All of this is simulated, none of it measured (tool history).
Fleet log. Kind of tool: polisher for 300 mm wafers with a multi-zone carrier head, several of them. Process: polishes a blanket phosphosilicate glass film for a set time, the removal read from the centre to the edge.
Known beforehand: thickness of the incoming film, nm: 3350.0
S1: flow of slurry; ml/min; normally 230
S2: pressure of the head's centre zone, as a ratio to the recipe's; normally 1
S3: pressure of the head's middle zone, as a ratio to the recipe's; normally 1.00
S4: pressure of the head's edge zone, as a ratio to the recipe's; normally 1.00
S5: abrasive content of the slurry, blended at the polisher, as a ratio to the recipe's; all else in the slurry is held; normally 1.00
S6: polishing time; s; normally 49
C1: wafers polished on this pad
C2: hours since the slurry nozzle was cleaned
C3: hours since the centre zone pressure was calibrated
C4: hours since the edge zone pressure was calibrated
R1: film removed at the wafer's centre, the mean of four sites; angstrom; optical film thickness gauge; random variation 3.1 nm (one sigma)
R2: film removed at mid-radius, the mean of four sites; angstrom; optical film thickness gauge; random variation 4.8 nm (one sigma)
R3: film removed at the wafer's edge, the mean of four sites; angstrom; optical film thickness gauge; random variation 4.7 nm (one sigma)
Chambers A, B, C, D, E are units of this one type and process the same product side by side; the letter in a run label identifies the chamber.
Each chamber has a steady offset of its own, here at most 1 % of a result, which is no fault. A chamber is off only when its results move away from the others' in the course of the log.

Run 1A, hour 3.3: usual settings; C1 726; C2 285.8; C3 200.7; C4 289.0. Result: R1 4516.8 angstrom, R2 4495.7 angstrom, R3 4522.7 angstrom.
At hour 9.3: chamber A: worn pad replaced by a new one.
Run 2B, hour 9.7: usual settings; C1 923; C2 168.7; C3 886.9; C4 232.7. Result: R1 4518.0 angstrom, R2 4502.8 angstrom, R3 4524.1 angstrom.
At hour 10.1: chamber E: slurry nozzle cleaned.
Run 3E, hour 14.3: usual settings; C1 375; C2 4.3; C3 273.3; C4 975.1. Result: R1 4565.5 angstrom, R2 4475.1 angstrom, R3 4545.2 angstrom.
Run 4D, hour 20.7: usual settings; C1 581; C2 165.6; C3 395.7; C4 105.9. Result: R1 4566.7 angstrom, R2 4423.2 angstrom, R3 4468.5 angstrom.
Run 5C, hour 27.8: usual settings but S6 63 s; C1 621; C2 507.7; C3 822.5; C4 207.8. Result: R1 5879.5 angstrom, R2 5813.0 angstrom, R3 5819.9 angstrom.
Run 6C, hour 31.6: usual settings but S6 63 s; C1 660; C2 511.5; C3 826.3; C4 211.6. Result: R1 5834.2 angstrom, R2 5895.5 angstrom, R3 5826.9 angstrom.
Run 7E, hour 37.2: usual settings but S6 63 s; C1 610; C2 27.2; C3 296.2; C4 998.0. Result: R1 5817.0 angstrom, R2 5900.9 angstrom, R3 5685.5 angstrom.
At hour 40.3: chamber B: worn pad replaced by a new one.
Run 8A, hour 41.5: usual settings but S6 63 s; C1 332; C2 324.0; C3 238.9; C4 327.2. Result: R1 5760.4 angstrom, R2 5717.5 angstrom, R3 5736.9 angstrom.
At hour 43.1: chamber D: worn pad replaced by a new one.
At hour 45.8: chamber C: worn pad replaced by a new one.
Run 9B, hour 47.2: usual settings but S6 63 s; C1 71; C2 206.2; C3 924.4; C4 270.2. Result: R1 5793.2 angstrom, R2 5761.8 angstrom, R3 5755.4 angstrom.
Run 10D, hour 52.5: usual settings but S5 0.70, S6 38 s; C1 97; C2 197.4; C3 427.5; C4 137.7. Result: R1 2951.4 angstrom, R2 2923.3 angstrom, R3 2945.9 angstrom.
Run 11A, hour 56.0: usual settings but S5 0.70, S6 38 s; C1 482; C2 338.5; C3 253.4; C4 341.7. Result: R1 2912.6 angstrom, R2 2900.4 angstrom, R3 2919.0 angstrom.
Run 12E, hour 61.8: usual settings but S5 0.70, S6 38 s; C1 864; C2 51.8; C3 320.8; C4 1022.6. Result: R1 2930.1 angstrom, R2 2979.4 angstrom, R3 2905.5 angstrom.
At hour 66.6: chamber E: worn pad replaced by a new one.
Run 13C, hour 68.7: usual settings but S5 0.70, S6 38 s; C1 236; C2 548.6; C3 863.4; C4 248.7. Result: R1 2937.0 angstrom, R2 2959.5 angstrom, R3 2918.5 angstrom.
Run 14D, hour 74.3: usual settings but S5 0.70, S6 38 s; C1 321; C2 219.2; C3 449.3; C4 159.5. Result: R1 2916.9 angstrom, R2 2937.6 angstrom, R3 2837.2 angstrom.
Run 15B, hour 77.5: usual settings but S5 1.25; C1 383; C2 236.5; C3 954.7; C4 300.5. Result: R1 4883.6 angstrom, R2 4965.9 angstrom, R3 4906.3 angstrom.
Run 16C, hour 83.5: usual settings but S5 1.25; C1 388; C2 563.4; C3 878.2; C4 263.5. Result: R1 5012.0 angstrom, R2 4981.6 angstrom, R3 5008.7 angstrom.
At hour 87.8: chamber A: worn pad replaced by a new one.
Run 17E, hour 88.4: usual settings but S5 1.25; C1 225; C2 78.4; C3 347.4; C4 1049.2. Result: R1 4893.6 angstrom, R2 4954.2 angstrom, R3 4914.5 angstrom.
Run 18B, hour 92.5: usual settings but S5 1.25; C1 538; C2 251.5; C3 969.7; C4 315.5. Result: R1 4946.5 angstrom, R2 4988.1 angstrom, R3 4963.6 angstrom.
Run 19D, hour 96.8: usual settings but S5 1.25; C1 553; C2 241.7; C3 471.8; C4 182.0. Result: R1 4937.7 angstrom, R2 4963.1 angstrom, R3 4894.1 angstrom.
At hour 97.8: chamber A: edge zone pressure recalibrated.
Run 20A, hour 100.9: usual settings; C1 135; C2 383.4; C3 298.3; C4 3.2. Result: R1 4450.7 angstrom, R2 4436.2 angstrom, R3 4382.3 angstrom.
Run 21B, hour 107.5: usual settings; C1 692; C2 266.5; C3 984.7; C4 330.5. Result: R1 4460.2 angstrom, R2 4487.7 angstrom, R3 4474.1 angstrom.
Run 22E, hour 114.3: usual settings; C1 491; C2 104.3; C3 373.3; C4 1075.1. Result: R1 4507.2 angstrom, R2 4487.5 angstrom, R3 4495.4 angstrom.
Run 23A, hour 118.7: usual settings; C1 319; C2 401.2; C3 316.1; C4 21.0. Result: R1 4550.6 angstrom, R2 4408.8 angstrom, R3 4504.9 angstrom.
Run 24D, hour 123.3: usual settings; C1 826; C2 268.2; C3 498.3; C4 208.5. Result: R1 4518.0 angstrom, R2 4451.2 angstrom, R3 4455.2 angstrom.
At hour 124.3: chamber D: worn pad replaced by a new one.
Run 25C, hour 129.9: usual settings; C1 866; C2 609.8; C3 924.6; C4 309.9. Result: R1 4589.4 angstrom, R2 4441.8 angstrom, R3 4437.5 angstrom.
Run 26C, hour 136.8: usual settings; C1 938; C2 616.7; C3 931.5; C4 316.8. Result: R1 4519.8 angstrom, R2 4581.3 angstrom, R3 4564.9 angstrom.
Run 27E, hour 142.9: usual settings but S4 0.96, S5 0.75; C1 786; C2 132.9; C3 401.9; C4 1103.7. Result: R1 3912.2 angstrom, R2 3946.0 angstrom, R3 3803.1 angstrom.
Run 28A, hour 148.0: usual settings but S4 0.96, S5 0.75; C1 620; C2 430.5; C3 345.4; C4 50.3. Result: R1 3918.7 angstrom, R2 3931.7 angstrom, R3 3810.0 angstrom.
Run 29D, hour 152.1: usual settings but S4 0.96, S5 0.75; C1 286; C2 297.0; C3 527.1; C4 237.3. Result: R1 3926.4 angstrom, R2 3904.9 angstrom, R3 3788.5 angstrom.
Run 30B, hour 158.8: usual settings but S4 0.96, S5 0.75; C1 1221; C2 317.8; C3 1036.0; C4 381.8. Result: R1 3850.2 angstrom, R2 3844.6 angstrom, R3 3801.9 angstrom.
Run 31B, hour 164.8: usual settings but S4 0.96, S5 0.75; C1 1283; C2 323.8; C3 1042.0; C4 387.8. Result: R1 3913.5 angstrom, R2 3948.7 angstrom, R3 3880.7 angstrom.

The same settings go to every chamber for the next run, one line per chamber below. Forecast the results for each:
Run 32A, hour 170.1: usual settings but S3 0.92. Result: R1 ?, R2 ?, R3 ?.
Run 32B, hour 170.1: usual settings but S3 0.92. Result: R1 ?, R2 ?, R3 ?.
Run 32C, hour 170.1: usual settings but S3 0.92. Result: R1 ?, R2 ?, R3 ?.
Run 32D, hour 170.1: usual settings but S3 0.92. Result: R1 ?, R2 ?, R3 ?.
Run 32E, hour 170.1: usual settings but S3 0.92. Result: R1 ?, R2 ?, R3 ?.

run      R1      R2      R3
32A  4424.7  4186.2  4463.9
32B  4475.1  4105.0  4520.2
32C  4530.8  4256.5  4519.0
32D  4543.7  4102.1  4547.9
32E  4542.0  4190.4  4445.9

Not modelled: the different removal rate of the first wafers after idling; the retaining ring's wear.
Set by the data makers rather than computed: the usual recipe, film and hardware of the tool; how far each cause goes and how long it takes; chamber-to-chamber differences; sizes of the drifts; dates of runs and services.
